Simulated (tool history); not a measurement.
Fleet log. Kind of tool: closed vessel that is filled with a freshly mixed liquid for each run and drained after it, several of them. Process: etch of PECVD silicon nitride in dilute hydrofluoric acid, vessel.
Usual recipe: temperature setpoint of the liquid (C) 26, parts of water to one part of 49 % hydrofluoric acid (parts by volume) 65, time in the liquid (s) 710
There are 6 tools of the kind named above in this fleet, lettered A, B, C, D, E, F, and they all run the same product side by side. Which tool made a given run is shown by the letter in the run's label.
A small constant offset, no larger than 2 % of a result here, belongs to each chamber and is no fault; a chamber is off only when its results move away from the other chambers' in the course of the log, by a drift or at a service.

run,hour,temperature setpoint of the liquid (C),parts of water to one part of 49 % hydrofluoric acid (parts by volume),time in the liquid (s),"read-back film thickness of the PECVD silicon nitride reference wafer, read on the same gauge (nm)",thickness taken off the PECVD silicon nitride on a monitor wafer (angstrom)
1A,9.7,26,65,710,90.001,534.70
2C,19.9,26,65,710,90.018,536.65
3E,28.9,26,65,710,89.973,523.69
4B,36.4,26,65,710,89.965,536.91
5F,43.8,26,65,710,90.013,532.80
6D,54.3,26,65,710,89.961,526.16
7F,66.4,26,65,710,89.994,535.41
8A,75.7,26,65,710,89.991,531.29
9B,83.3,26,65,710,90.006,526.80
10D,91.0,26,65,710,90.006,525.29
11E,98.4,26,65,710,90.025,527.69
# hour 99.3: chamber D: hydrofluoric acid flow meter replaced
12C,108.7,26,65,710,89.953,531.34
13D,120.9,26,65,710,90.001,524.39
14C,130.0,26,65,710,90.065,536.01
15E,138.3,26,65,710,90.008,528.94
# hour 145.6: chamber E: hydrofluoric acid flow meter replaced
16B,148.5,26,65,710,89.993,535.89
17A,160.2,26,65,710,89.995,533.52
18F,172.3,26,65,710,89.988,546.61
19A,180.3,26,65,710,90.017,533.40
20C,185.9,26,65,710,90.040,531.48
# hour 188.1: chamber C: thermometer replaced
21F,191.9,26,65,710,90.026,546.54
22D,202.4,26,65,710,90.024,525.66
23E,214.3,26,65,710,90.012,520.55
24B,222.2,26,65,710,89.993,532.36
25A,232.3,26,65,710,89.977,538.67
# hour 239.0: chamber B: thermometer replaced
26F,244.2,26,65,570,89.968,455.09
27E,251.3,26,65,570,89.995,424.26
28B,257.1,26,65,570,90.023,425.96
29C,269.1,26,65,570,90.000,430.00
30D,276.9,26,65,570,89.979,417.98
31E,282.6,26,65,570,90.036,432.79
32A,291.3,26,65,710,89.992,534.62
33D,301.5,26,65,1065,90.045,782.52
34C,307.1,26,65,1065,90.032,798.16
35B,319.5,26,65,1065,89.993,792.00
36F,327.4,26,65,1065,89.966,870.94
37E,334.2,26,65,1065,90.011,787.81

Has any chamber moved away from the others, gradually or after a service, or does the common gauge drift, or do the chambers differ only by their own small steady offsets? State the chamber and the most likely cause if one applies.

One chamber, F, drifts off from the rest bit by bit.
Likeliest cause: liquid hotter than its thermometer reads (K) = 1.42.
Not necessarily distinguishable in this log from: hydrofluoric acid flow above the setpoint (%).

Which of the 4 candidates below, each the usual settings with something changed and its results left as question marks, puts chamber F back in line with what the other chambers give on the usual settings?
In-line tolerance around the mean of the other chambers on the usual settings: thickness taken off the PECVD silicon nitride on a monitor wafer (angstrom) 15.00
38F-1,343.1,26.0,60,795,,?
38F-2,343.1,25.5,65,665,,?
38F-3,343.1,25.5,70,645,,?
38F-4,343.1,26.5,65,755,,?

The mean the other chambers reach with the usual settings: thickness taken off the PECVD silicon nitride on a monitor wafer (angstrom) 531.07
run,thickness taken off the PECVD silicon nitride on a monitor wafer (angstrom)
38F-1,706.60
38F-2,528.59
38F-3,476.51
38F-4,640.58
38F-2 puts the chamber back in line with the other chambers.
